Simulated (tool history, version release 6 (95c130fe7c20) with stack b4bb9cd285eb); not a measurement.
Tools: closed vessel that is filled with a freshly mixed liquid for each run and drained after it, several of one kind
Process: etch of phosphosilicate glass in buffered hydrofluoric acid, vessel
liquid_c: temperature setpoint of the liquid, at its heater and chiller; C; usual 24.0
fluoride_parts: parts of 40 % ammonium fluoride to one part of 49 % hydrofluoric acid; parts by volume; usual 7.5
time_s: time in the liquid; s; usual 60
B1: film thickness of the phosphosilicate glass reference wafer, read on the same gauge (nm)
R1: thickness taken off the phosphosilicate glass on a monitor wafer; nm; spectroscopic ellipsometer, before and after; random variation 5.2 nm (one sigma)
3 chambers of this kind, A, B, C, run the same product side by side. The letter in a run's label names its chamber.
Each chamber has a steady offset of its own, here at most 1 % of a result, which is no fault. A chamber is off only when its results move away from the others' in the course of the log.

{"run": "1C", "day": 0.329, "liquid_c": 24.0, "fluoride_parts": 7.5, "time_s": 60, "B1": 39.988, "R1": 610.07}
{"run": "2A", "day": 0.667, "liquid_c": 24.0, "fluoride_parts": 7.5, "time_s": 60, "B1": 40.012, "R1": 596.58}
{"run": "3B", "day": 0.904, "liquid_c": 24.0, "fluoride_parts": 7.5, "time_s": 60, "B1": 39.975, "R1": 607.24}
{"run": "4C", "day": 1.179, "liquid_c": 24.0, "fluoride_parts": 7.5, "time_s": 60, "B1": 39.976, "R1": 605.83}
{"run": "5A", "day": 1.433, "liquid_c": 24.0, "fluoride_parts": 7.5, "time_s": 60, "B1": 39.991, "R1": 597.56}
{"run": "6B", "day": 1.617, "liquid_c": 24.0, "fluoride_parts": 7.5, "time_s": 60, "B1": 39.963, "R1": 606.52}
{"run": "7A", "day": 1.883, "liquid_c": 27.5, "fluoride_parts": 7.5, "time_s": 60, "B1": 39.982, "R1": 736.27}
{"run": "8B", "day": 2.088, "liquid_c": 27.5, "fluoride_parts": 7.5, "time_s": 60, "B1": 40.009, "R1": 734.71}
{"day": 2.367, "done": "chamber A: hydrofluoric acid flow meter replaced"}
{"run": "9C", "day": 2.417, "liquid_c": 27.5, "fluoride_parts": 7.5, "time_s": 60, "B1": 39.988, "R1": 729.94}
{"run": "10B", "day": 2.675, "liquid_c": 21.5, "fluoride_parts": 5.0, "time_s": 60, "B1": 40.013, "R1": 756.23}
{"run": "11C", "day": 3.025, "liquid_c": 21.5, "fluoride_parts": 5.0, "time_s": 60, "B1": 39.973, "R1": 759.37}
{"run": "12A", "day": 3.367, "liquid_c": 21.5, "fluoride_parts": 5.0, "time_s": 60, "B1": 39.955, "R1": 747.47}
{"run": "13A", "day": 3.717, "liquid_c": 24.0, "fluoride_parts": 7.5, "time_s": 60, "B1": 40.009, "R1": 602.13}
{"run": "14B", "day": 3.988, "liquid_c": 24.0, "fluoride_parts": 7.5, "time_s": 60, "B1": 39.999, "R1": 598.66}
{"run": "15C", "day": 4.258, "liquid_c": 24.0, "fluoride_parts": 7.5, "time_s": 60, "B1": 40.042, "R1": 591.42}
{"run": "16C", "day": 4.479, "liquid_c": 24.0, "fluoride_parts": 7.5, "time_s": 60, "B1": 39.99, "R1": 587.26}
{"run": "17B", "day": 4.846, "liquid_c": 24.0, "fluoride_parts": 7.5, "time_s": 60, "B1": 40.019, "R1": 603.51}
{"run": "18A", "day": 5.038, "liquid_c": 24.0, "fluoride_parts": 7.5, "time_s": 60, "B1": 39.993, "R1": 600.64}
{"run": "19B", "day": 5.317, "liquid_c": 24.0, "fluoride_parts": 7.5, "time_s": 60, "B1": 40.008, "R1": 611.93}
{"run": "20C", "day": 5.5, "liquid_c": 24.0, "fluoride_parts": 7.5, "time_s": 60, "B1": 40.026, "R1": 585.03}
{"run": "21A", "day": 5.733, "liquid_c": 24.0, "fluoride_parts": 7.5, "time_s": 60, "B1": 40.037, "R1": 613.63}
{"run": "22B", "day": 6.1, "liquid_c": 24.0, "fluoride_parts": 7.5, "time_s": 60, "B1": 40.0, "R1": 600.06}
{"run": "23A", "day": 6.279, "liquid_c": 24.0, "fluoride_parts": 7.5, "time_s": 60, "B1": 40.001, "R1": 601.1}
{"run": "24C", "day": 6.579, "liquid_c": 24.0, "fluoride_parts": 7.5, "time_s": 60, "B1": 39.983, "R1": 580.9}
{"run": "25C", "day": 6.929, "liquid_c": 20.0, "fluoride_parts": 7.5, "time_s": 60, "B1": 40.001, "R1": 457.05}
{"run": "26B", "day": 7.112, "liquid_c": 20.0, "fluoride_parts": 7.5, "time_s": 60, "B1": 40.024, "R1": 487.38}
{"run": "27A", "day": 7.342, "liquid_c": 20.0, "fluoride_parts": 7.5, "time_s": 60, "B1": 39.991, "R1": 487.24}
{"run": "28A", "day": 7.517, "liquid_c": 24.0, "fluoride_parts": 7.5, "time_s": 60, "B1": 40.001, "R1": 611.08}
{"run": "29B", "day": 7.804, "liquid_c": 24.0, "fluoride_parts": 5.0, "time_s": 40, "B1": 40.007, "R1": 572.84}
{"run": "30C", "day": 8.112, "liquid_c": 24.0, "fluoride_parts": 5.0, "time_s": 40, "B1": 39.976, "R1": 550.0}
{"run": "31B", "day": 8.442, "liquid_c": 24.0, "fluoride_parts": 5.0, "time_s": 40, "B1": 39.974, "R1": 581.48}
{"run": "32A", "day": 8.638, "liquid_c": 24.0, "fluoride_parts": 7.5, "time_s": 60, "B1": 40.004, "R1": 606.43}
{"run": "33C", "day": 8.912, "liquid_c": 24.0, "fluoride_parts": 7.5, "time_s": 60, "B1": 39.972, "R1": 561.22}
{"run": "34C", "day": 9.175, "liquid_c": 24.0, "fluoride_parts": 7.5, "time_s": 60, "B1": 40.045, "R1": 565.59}
{"run": "35A", "day": 9.438, "liquid_c": 24.0, "fluoride_parts": 7.5, "time_s": 60, "B1": 39.982, "R1": 609.91}
{"run": "36B", "day": 9.788, "liquid_c": 24.0, "fluoride_parts": 7.5, "time_s": 60, "B1": 40.005, "R1": 604.86}
{"run": "37C", "day": 10.054, "liquid_c": 24.0, "fluoride_parts": 9.5, "time_s": 60, "B1": 39.996, "R1": 449.04}
{"run": "38B", "day": 10.4, "liquid_c": 24.0, "fluoride_parts": 9.5, "time_s": 60, "B1": 40.014, "R1": 480.26}

Is one chamber off against the others, does the gauge drift, or is nothing wrong? If a chamber is off, say which, and what the likeliest cause is.

Chamber C drifts away from the others.
Cause: hydrofluoric acid flow below the setpoint (%) = 8.55.
The log may not tell that from: liquid colder than its thermometer reads (K).

Here are 4 candidates for chamber C's next run, each the usual settings with a change, their results left as question marks. Which one brings its results back in line with what the others give on the usual settings?
In line means no further than this from the other chambers' mean on the usual settings: R1 18.00 nm
{"run": "39C-1", "day": 10.662, "liquid_c": 24.0, "fluoride_parts": 7.5, "time_s": 55, "R1": "?"}
{"run": "39C-2", "day": 10.662, "liquid_c": 25.0, "fluoride_parts": 7.5, "time_s": 60, "R1": "?"}
{"run": "39C-3", "day": 10.662, "liquid_c": 26.0, "fluoride_parts": 7.5, "time_s": 60, "R1": "?"}
{"run": "39C-4", "day": 10.662, "liquid_c": 23.0, "fluoride_parts": 7.5, "time_s": 60, "R1": "?"}

The other chambers' mean on the usual settings: R1 606.02 nm
run=39C-1 R1=501.56
run=39C-2 R1=577.39
run=39C-3 R1=609.08
run=39C-4 R1=518.33
39C-3 brings the chamber back in line.
